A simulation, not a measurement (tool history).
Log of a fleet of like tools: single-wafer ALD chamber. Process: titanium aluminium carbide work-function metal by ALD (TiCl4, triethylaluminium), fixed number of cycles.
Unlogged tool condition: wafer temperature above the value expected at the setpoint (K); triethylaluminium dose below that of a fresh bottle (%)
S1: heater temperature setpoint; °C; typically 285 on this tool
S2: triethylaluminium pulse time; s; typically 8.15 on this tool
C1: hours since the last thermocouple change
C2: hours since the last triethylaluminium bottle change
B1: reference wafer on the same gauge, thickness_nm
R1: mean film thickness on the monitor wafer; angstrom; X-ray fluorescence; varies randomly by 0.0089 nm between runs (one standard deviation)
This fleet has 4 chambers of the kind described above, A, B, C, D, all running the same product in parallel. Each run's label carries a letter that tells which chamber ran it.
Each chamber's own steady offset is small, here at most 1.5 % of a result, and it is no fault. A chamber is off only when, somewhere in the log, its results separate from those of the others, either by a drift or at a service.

{"run": "1C", "hour": 10.0, "S1": 285, "S2": 8.15, "C1": 31.4, "C2": 678.3, "B1": 1.8415, "R1": 18.17}
{"run": "2B", "hour": 23.5, "S1": 285, "S2": 8.15, "C1": 952.6, "C2": 283.2, "B1": 1.8399, "R1": 18.173}
{"run": "3D", "hour": 30.3, "S1": 285, "S2": 8.15, "C1": 2785.6, "C2": 746.3, "B1": 1.8383, "R1": 17.964}
{"run": "4A", "hour": 39.3, "S1": 285, "S2": 8.15, "C1": 650.9, "C2": 1003.9, "B1": 1.8397, "R1": 17.908}
{"run": "5D", "hour": 52.9, "S1": 285, "S2": 8.15, "C1": 2808.2, "C2": 768.9, "B1": 1.8395, "R1": 18.017}
{"run": "6B", "hour": 66.8, "S1": 285, "S2": 8.15, "C1": 995.9, "C2": 326.5, "B1": 1.8392, "R1": 18.202}
{"run": "7A", "hour": 80.2, "S1": 285, "S2": 8.15, "C1": 691.8, "C2": 1044.8, "B1": 1.8392, "R1": 17.967}
{"run": "8C", "hour": 89.6, "S1": 285, "S2": 8.15, "C1": 111, "C2": 757.9, "B1": 1.8405, "R1": 18.213}
{"run": "9C", "hour": 102.8, "S1": 285, "S2": 8.15, "C1": 124.2, "C2": 771.1, "B1": 1.8405, "R1": 18.102}
{"run": "10B", "hour": 115.3, "S1": 285, "S2": 8.15, "C1": 1044.4, "C2": 375, "B1": 1.8374, "R1": 18.085}
{"run": "11D", "hour": 125.5, "S1": 295, "S2": 6.37, "C1": 2880.8, "C2": 841.5, "B1": 1.84, "R1": 17.773}
{"run": "12A", "hour": 138.1, "S1": 295, "S2": 6.37, "C1": 749.7, "C2": 1102.7, "B1": 1.8414, "R1": 17.924}
{"hour": 149.2, "done": "chamber C: triethylaluminium bottle replaced"}
{"run": "13A", "hour": 151.2, "S1": 295, "S2": 6.37, "C1": 762.8, "C2": 1115.8, "B1": 1.8382, "R1": 17.889}
{"run": "14B", "hour": 159.7, "S1": 295, "S2": 6.37, "C1": 1088.8, "C2": 419.4, "B1": 1.8373, "R1": 17.871}
{"run": "15D", "hour": 170.5, "S1": 285, "S2": 8.15, "C1": 2925.8, "C2": 886.5, "B1": 1.8402, "R1": 17.83}
{"hour": 179.8, "done": "chamber D: thermocouple changed; heater temperature recalibrated"}
{"run": "16C", "hour": 184.1, "S1": 285, "S2": 8.15, "C1": 205.5, "C2": 35, "B1": 1.8433, "R1": 18.188}
{"run": "17A", "hour": 198.2, "S1": 285, "S2": 8.15, "C1": 809.8, "C2": 1162.8, "B1": 1.8405, "R1": 18.176}
{"run": "18B", "hour": 212.2, "S1": 285, "S2": 8.15, "C1": 1141.3, "C2": 471.9, "B1": 1.8411, "R1": 18.31}
{"run": "19C", "hour": 224.3, "S1": 285, "S2": 6.44, "C1": 245.7, "C2": 75.2, "B1": 1.8401, "R1": 17.158}
{"run": "20D", "hour": 232.4, "S1": 285, "S2": 6.44, "C1": 52.6, "C2": 948.4, "B1": 1.8407, "R1": 16.974}
{"hour": 240.4, "done": "chamber A: triethylaluminium bottle replaced"}
{"run": "21C", "hour": 246.5, "S1": 285, "S2": 6.44, "C1": 267.9, "C2": 97.4, "B1": 1.8376, "R1": 17.327}
{"run": "22D", "hour": 254.5, "S1": 285, "S2": 6.44, "C1": 74.7, "C2": 970.5, "B1": 1.8406, "R1": 16.934}
{"hour": 259.0, "done": "chamber B: triethylaluminium bottle replaced"}
{"run": "23B", "hour": 266.6, "S1": 285, "S2": 8.15, "C1": 1195.7, "C2": 7.7, "B1": 1.8408, "R1": 18.14}
{"run": "24A", "hour": 278.8, "S1": 285, "S2": 8.15, "C1": 890.4, "C2": 38.5, "B1": 1.8398, "R1": 18.111}
{"hour": 284.2, "done": "chamber D: triethylaluminium bottle replaced"}
{"run": "25B", "hour": 291.9, "S1": 285, "S2": 8.15, "C1": 1221, "C2": 33, "B1": 1.8396, "R1": 18.192}
{"run": "26A", "hour": 302.3, "S1": 285, "S2": 8.15, "C1": 913.9, "C2": 62, "B1": 1.8402, "R1": 18.18}
{"run": "27D", "hour": 316.6, "S1": 285, "S2": 8.15, "C1": 136.8, "C2": 32.4, "B1": 1.8398, "R1": 18.093}
{"run": "28C", "hour": 329.6, "S1": 285, "S2": 8.15, "C1": 351, "C2": 180.5, "B1": 1.8401, "R1": 18.117}
{"run": "29C", "hour": 344.5, "S1": 285, "S2": 8.15, "C1": 365.9, "C2": 195.4, "B1": 1.8408, "R1": 18.173}
{"run": "30D", "hour": 353.3, "S1": 285, "S2": 5.07, "C1": 173.5, "C2": 69.1, "B1": 1.8388, "R1": 15.901}
{"run": "31A", "hour": 362.5, "S1": 285, "S2": 5.07, "C1": 974.1, "C2": 122.2, "B1": 1.8401, "R1": 15.851}
{"run": "32B", "hour": 376.2, "S1": 285, "S2": 5.07, "C1": 1305.3, "C2": 117.3, "B1": 1.8388, "R1": 16.061}
{"run": "33B", "hour": 385.9, "S1": 285, "S2": 5.07, "C1": 1315, "C2": 127, "B1": 1.8413, "R1": 15.982}
{"run": "34D", "hour": 394.5, "S1": 285, "S2": 8.15, "C1": 214.7, "C2": 110.3, "B1": 1.8397, "R1": 17.865}
{"run": "35A", "hour": 403.9, "S1": 285, "S2": 8.15, "C1": 1015.5, "C2": 163.6, "B1": 1.8406, "R1": 18.168}
{"run": "36C", "hour": 413.1, "S1": 285, "S2": 8.15, "C1": 434.5, "C2": 264, "B1": 1.84, "R1": 18.197}
{"hour": 417.7, "done": "chamber B: thermocouple changed; heater temperature recalibrated"}
{"run": "37C", "hour": 425.7, "S1": 285, "S2": 8.15, "C1": 447.1, "C2": 276.6, "B1": 1.838, "R1": 18.15}
{"run": "38D", "hour": 438.1, "S1": 285, "S2": 8.15, "C1": 258.3, "C2": 153.9, "B1": 1.8397, "R1": 17.838}
{"run": "39B", "hour": 446.4, "S1": 285, "S2": 8.15, "C1": 28.7, "C2": 187.5, "B1": 1.8411, "R1": 18.262}
{"run": "40A", "hour": 455.5, "S1": 285, "S2": 8.15, "C1": 1067.1, "C2": 215.2, "B1": 1.8388, "R1": 18.161}

Does one chamber stand apart from the rest, does the shared gauge drift, or is all well apart from small per-chamber offsets? Give the chamber and the most likely cause, where there is one.

No chamber is off and the gauge is stable; the differences are just each chamber's small, constant offset.
